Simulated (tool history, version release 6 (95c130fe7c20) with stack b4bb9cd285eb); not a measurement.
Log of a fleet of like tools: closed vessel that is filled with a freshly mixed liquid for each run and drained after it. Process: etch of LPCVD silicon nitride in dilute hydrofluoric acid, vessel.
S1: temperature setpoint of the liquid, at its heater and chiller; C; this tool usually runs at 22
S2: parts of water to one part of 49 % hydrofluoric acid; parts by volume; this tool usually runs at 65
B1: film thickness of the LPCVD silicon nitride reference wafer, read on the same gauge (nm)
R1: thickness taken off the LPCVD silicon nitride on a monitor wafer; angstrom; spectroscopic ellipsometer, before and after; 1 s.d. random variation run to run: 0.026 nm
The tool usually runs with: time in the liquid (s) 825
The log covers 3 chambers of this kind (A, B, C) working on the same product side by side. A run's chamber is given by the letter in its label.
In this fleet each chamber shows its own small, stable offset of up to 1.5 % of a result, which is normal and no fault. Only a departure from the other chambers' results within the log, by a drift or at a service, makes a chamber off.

Run 1C, hour 2.5: usual settings; B1 79.956. Result: R1 56.712 angstrom.
Run 2B, hour 6.4: usual settings; B1 80.022. Result: R1 56.130 angstrom.
Run 3A, hour 10.4: usual settings; B1 79.991. Result: R1 56.663 angstrom.
Run 4B, hour 14.8: usual settings; B1 80.004. Result: R1 55.797 angstrom.
Run 5C, hour 17.3: usual settings; B1 79.990. Result: R1 57.269 angstrom.
Run 6A, hour 19.8: usual settings; B1 80.012. Result: R1 56.599 angstrom.
Run 7B, hour 23.6: usual settings; B1 79.970. Result: R1 56.146 angstrom.
At hour 24.4: chamber B: thermometer replaced.
Run 8A, hour 27.4: usual settings; B1 79.968. Result: R1 56.641 angstrom.
Run 9C, hour 31.2: usual settings; B1 80.033. Result: R1 57.249 angstrom.
Run 10A, hour 35.4: usual settings; B1 79.990. Result: R1 56.270 angstrom.
Run 11B, hour 37.4: usual settings but time in the liquid (s) 455; B1 79.993. Result: R1 30.844 angstrom.
Run 12C, hour 41.5: usual settings but time in the liquid (s) 455; B1 79.940. Result: R1 31.310 angstrom.
Run 13A, hour 44.4: usual settings but time in the liquid (s) 455; B1 80.017. Result: R1 31.118 angstrom.
Run 14C, hour 48.7: usual settings; B1 80.025. Result: R1 57.110 angstrom.
Run 15B, hour 51.0: usual settings; B1 79.933. Result: R1 56.487 angstrom.
Run 16B, hour 55.3: usual settings; B1 80.045. Result: R1 55.914 angstrom.
Run 17A, hour 58.4: usual settings; B1 80.007. Result: R1 56.424 angstrom.
Run 18C, hour 62.5: usual settings; B1 80.028. Result: R1 57.049 angstrom.
Run 19C, hour 64.7: usual settings; B1 80.019. Result: R1 57.405 angstrom.
Run 20B, hour 66.9: usual settings but S2 50 parts by volume; B1 79.997. Result: R1 71.695 angstrom.
Run 21A, hour 69.1: usual settings but S2 50 parts by volume; B1 80.003. Result: R1 73.221 angstrom.
Run 22A, hour 72.8: usual settings but S2 50 parts by volume; B1 80.016. Result: R1 73.029 angstrom.
Run 23B, hour 75.8: usual settings but S2 50 parts by volume, time in the liquid (s) 520; B1 79.979. Result: R1 45.484 angstrom.
Run 24C, hour 79.2: usual settings but S2 50 parts by volume, time in the liquid (s) 520; B1 79.937. Result: R1 46.446 angstrom.
Run 25A, hour 82.5: usual settings but S2 50 parts by volume, time in the liquid (s) 520; B1 80.039. Result: R1 45.629 angstrom.
Run 26B, hour 86.4: usual settings; B1 80.023. Result: R1 56.185 angstrom.

Has any chamber moved away from the others, gradually or after a service, or does the common gauge drift, or do the chambers differ only by their own small steady offsets? State the chamber and the most likely cause if one applies.

No chamber is off and the gauge is stable; the differences are just each chamber's small, constant offset.

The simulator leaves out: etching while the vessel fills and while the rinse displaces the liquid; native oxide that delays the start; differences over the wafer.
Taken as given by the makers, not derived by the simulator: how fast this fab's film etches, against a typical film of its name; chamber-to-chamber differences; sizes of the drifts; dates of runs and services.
